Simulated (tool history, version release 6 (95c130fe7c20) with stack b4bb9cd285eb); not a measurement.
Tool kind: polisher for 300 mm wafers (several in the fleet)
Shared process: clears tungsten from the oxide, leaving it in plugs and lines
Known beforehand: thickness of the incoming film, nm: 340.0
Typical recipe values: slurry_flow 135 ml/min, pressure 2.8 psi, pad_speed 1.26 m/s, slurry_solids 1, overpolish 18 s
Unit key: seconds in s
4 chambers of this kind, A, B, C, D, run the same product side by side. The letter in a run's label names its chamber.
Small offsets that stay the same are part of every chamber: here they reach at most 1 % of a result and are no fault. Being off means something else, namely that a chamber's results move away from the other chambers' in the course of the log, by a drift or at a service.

run	day	slurry_flow	pressure	pad_speed	slurry_solids	overpolish	seconds
# day 0.338: chamber A: worn pad replaced by a new one
1B	0.467	135	2.8	1.26	1	18	74.757
# day 0.662: chamber B: head pressure recalibrated
2C	1.092	135	2.8	1.26	1	18	74.85
# day 1.188: chamber C: slurry tank refilled with fresh slurry and peroxide
# day 1.25: chamber D: worn pad replaced by a new one
# day 1.462: chamber A: slurry blender recalibrated
3A	1.558	135	2.8	1.26	1	18	74.907
# day 1.771: chamber A: slurry tank refilled with fresh slurry and peroxide
# day 1.875: chamber B: worn pad replaced by a new one
# day 2.092: chamber C: slurry blender recalibrated
4D	2.212	135	2.8	1.26	1	18	72.853
# day 2.525: chamber D: slurry tank refilled with fresh slurry and peroxide
# day 2.758: chamber C: worn pad replaced by a new one
5C	2.825	135	2.8	1.26	1	18	74.289
6D	3.25	135	2.8	1.26	1	8	73.615
7B	3.842	135	2.8	1.26	1	8	74.649
8A	4.283	135	2.8	1.26	1	8	75.589
# day 4.371: chamber A: worn pad replaced by a new one
9A	4.742	135	2.8	1.26	1	8	75.409
# day 4.783: chamber D: worn pad replaced by a new one
# day 4.825: chamber C: slurry tank refilled with fresh slurry and peroxide
# day 5.112: chamber D: slurry tank refilled with fresh slurry and peroxide
10D	5.3	135	2.8	1.26	1	18	73.986
# day 5.412: chamber A: slurry nozzle cleaned
11B	5.883	160	2	1.26	1	18	103.1
# day 6.104: chamber B: slurry tank refilled with fresh slurry and peroxide
# day 6.138: chamber C: worn pad replaced by a new one
12C	6.3	160	2	1.26	1	18	101.65
# day 6.421: chamber B: worn pad replaced by a new one
13A	6.767	160	2	1.26	1	18	102.92
14D	7.158	160	2	1.26	1	18	99.848
# day 7.679: chamber D: slurry nozzle cleaned
15B	7.771	135	2.8	1.26	1	18	77.454
# day 7.925: chamber C: slurry tank refilled with fresh slurry and peroxide
# day 7.988: chamber D: worn pad replaced by a new one
16C	8.15	135	2.8	1.26	1	18	74.168
# day 8.217: chamber A: worn pad replaced by a new one
# day 8.45: chamber D: slurry tank refilled with fresh slurry and peroxide
17A	8.804	135	2.8	1.26	1	18	74.835
# day 8.912: chamber A: slurry tank refilled with fresh slurry and peroxide
18B	9.35	135	2.8	1.26	1	18	77.01
# day 9.458: chamber C: worn pad replaced by a new one
19D	9.829	135	2.8	1.26	1	18	73.096
20C	10.196	135	2.8	1.26	1	18	74.498
# day 10.417: chamber B: worn pad replaced by a new one
# day 10.671: chamber C: slurry tank refilled with fresh slurry and peroxide
21C	10.712	135	2.8	1.26	1	18	74.686
# day 10.896: chamber D: slurry blender recalibrated
22A	11.062	135	2.8	1.26	1	18	75.67
23B	11.404	135	2.8	1.26	1	18	79.736
# day 11.479: chamber D: worn pad replaced by a new one
# day 11.708: chamber D: slurry tank refilled with fresh slurry and peroxide
24D	11.746	135	2.8	1.26	1	18	74.061
25A	12.046	135	2.8	1.26	1	18	75.953
# day 12.062: chamber C: worn pad replaced by a new one
# day 12.275: chamber A: worn pad replaced by a new one
26D	12.483	135	2.8	1.26	1	18	74.567
# day 12.496: chamber B: slurry tank refilled with fresh slurry and peroxide
27C	13.012	135	2.8	1.26	1	18	74.566
28B	13.412	135	2.8	1.26	1	18	81.688
29D	13.762	135	2.8	1.26	1	18	73.093
# day 14.112: chamber C: slurry tank refilled with fresh slurry and peroxide
30C	14.129	135	2.8	1.26	1	18	74.482
# day 14.208: chamber A: slurry nozzle cleaned
31B	14.471	135	3.5	1.26	1	18	65.938
32A	14.942	135	3.5	1.26	1	18	60.601

All 4 chambers run these settings next. Forecast each chamber's results:
33A	15.412	135	2.8	1.26	1	18	?
33B	15.412	135	2.8	1.26	1	18	?
33C	15.412	135	2.8	1.26	1	18	?
33D	15.412	135	2.8	1.26	1	18	?

run	seconds
33A	75.12
33B	83.524
33C	74.514
33D	73.532

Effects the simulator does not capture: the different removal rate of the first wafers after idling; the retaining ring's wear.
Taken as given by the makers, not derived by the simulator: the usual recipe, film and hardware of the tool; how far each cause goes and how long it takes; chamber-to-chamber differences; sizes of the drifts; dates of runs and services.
